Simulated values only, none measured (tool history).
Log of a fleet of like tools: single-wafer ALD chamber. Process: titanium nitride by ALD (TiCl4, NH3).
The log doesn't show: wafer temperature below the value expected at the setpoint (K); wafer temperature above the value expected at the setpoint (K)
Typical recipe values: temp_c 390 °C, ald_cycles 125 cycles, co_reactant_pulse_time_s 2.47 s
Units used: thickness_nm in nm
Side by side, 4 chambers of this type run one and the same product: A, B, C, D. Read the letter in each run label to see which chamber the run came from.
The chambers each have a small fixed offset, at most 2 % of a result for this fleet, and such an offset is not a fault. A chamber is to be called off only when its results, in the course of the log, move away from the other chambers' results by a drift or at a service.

| run | hour | temp_c | ald_cycles | co_reactant_pulse_time_s | hours since the last thermocouple change | read-back reference wafer on the same gauge, thickness_nm | thickness_nm |
|---|---|---|---|---|---|---|---|
| 1D | 10.2 | 390 | 125 | 2.47 | 1347.7 | 3.2389 | 2.7572 |
| 2A | 15.5 | 390 | 125 | 2.47 | 2286.2 | 3.2402 | 2.7106 |
| 3C | 20.7 | 390 | 125 | 2.47 | 338.1 | 3.2381 | 2.7232 |
| 4B | 27.5 | 390 | 125 | 2.47 | 353.9 | 3.2387 | 2.7468 |
| 5B | 32.5 | 390 | 125 | 2.47 | 358.9 | 3.2374 | 2.739 |
| 6C | 40.9 | 390 | 125 | 2.47 | 358.3 | 3.2368 | 2.7226 |
| 7D | 51.1 | 390 | 125 | 2.47 | 1388.6 | 3.2375 | 2.7517 |
| 8A | 55.7 | 377 | 125 | 3.29 | 2326.4 | 3.2366 | 2.7269 |
| 9A | 60.3 | 377 | 125 | 3.29 | 2331 | 3.2356 | 2.7259 |
| 10C | 70.9 | 377 | 125 | 3.29 | 388.3 | 3.235 | 2.7423 |
| 11B | 78.1 | 377 | 125 | 3.29 | 404.5 | 3.2351 | 2.7523 |
| 12D | 86.2 | 390 | 125 | 1.59 | 1423.7 | 3.2344 | 2.6882 |
| 13C | 94.6 | 390 | 125 | 1.59 | 412 | 3.2336 | 2.6676 |
| 14A | 100.7 | 390 | 125 | 1.59 | 2371.4 | 3.2344 | 2.6526 |
|  | 108.3 | chamber A: thermocouple changed; heater temperature recalibrated |
| 15D | 109.9 | 390 | 125 | 1.59 | 1447.4 | 3.2339 | 2.6888 |
| 16B | 119.2 | 390 | 125 | 2.47 | 445.6 | 3.2332 | 2.7314 |
| 17D | 128.7 | 395 | 125 | 2.47 | 1466.2 | 3.2325 | 2.7563 |
| 18C | 133.4 | 395 | 125 | 2.47 | 450.8 | 3.2316 | 2.7331 |
| 19A | 139.7 | 395 | 125 | 2.47 | 31.4 | 3.2332 | 2.7172 |
| 20B | 148 | 395 | 125 | 2.47 | 474.4 | 3.2319 | 2.7442 |
| 21D | 154 | 390 | 125 | 2.47 | 1491.5 | 3.2306 | 2.7408 |
|  | 156.6 | chamber D: thermocouple changed; heater temperature recalibrated |
| 22C | 158.7 | 390 | 125 | 2.47 | 476.1 | 3.2306 | 2.7187 |
| 23B | 166.9 | 390 | 125 | 2.47 | 493.3 | 3.229 | 2.7358 |
| 24A | 176.6 | 390 | 125 | 2.47 | 68.3 | 3.2294 | 2.7054 |
| 25A | 185.2 | 390 | 125 | 2.47 | 76.9 | 3.2285 | 2.7117 |
| 26C | 193.1 | 377 | 125 | 2.47 | 510.5 | 3.2286 | 2.684 |
| 27B | 202.5 | 377 | 125 | 2.47 | 528.9 | 3.2274 | 2.7063 |
| 28D | 210.4 | 377 | 125 | 2.47 | 53.9 | 3.2264 | 2.7125 |
| 29C | 218.4 | 377 | 125 | 2.47 | 535.8 | 3.227 | 2.6839 |
| 30B | 224.7 | 390 | 125 | 2.47 | 551.1 | 3.2258 | 2.7305 |
| 31A | 231.2 | 390 | 125 | 2.47 | 122.9 | 3.2258 | 2.7024 |
| 32D | 239.6 | 390 | 125 | 2.47 | 83.1 | 3.2255 | 2.7369 |
| 33C | 249.5 | 390 | 125 | 2.47 | 566.9 | 3.2255 | 2.7111 |

Read the log: is a single chamber off, either drifting away or since a service, is the gauge that measures every chamber drifting, or is nothing wrong beyond small per-chamber offsets? Name any odd chamber and what most likely caused it.

It is the gauge, not a chamber: its drift shows up in every chamber's results at once, and no chamber is off.
Most likely cause: gauge reads low (%) = 0.481.
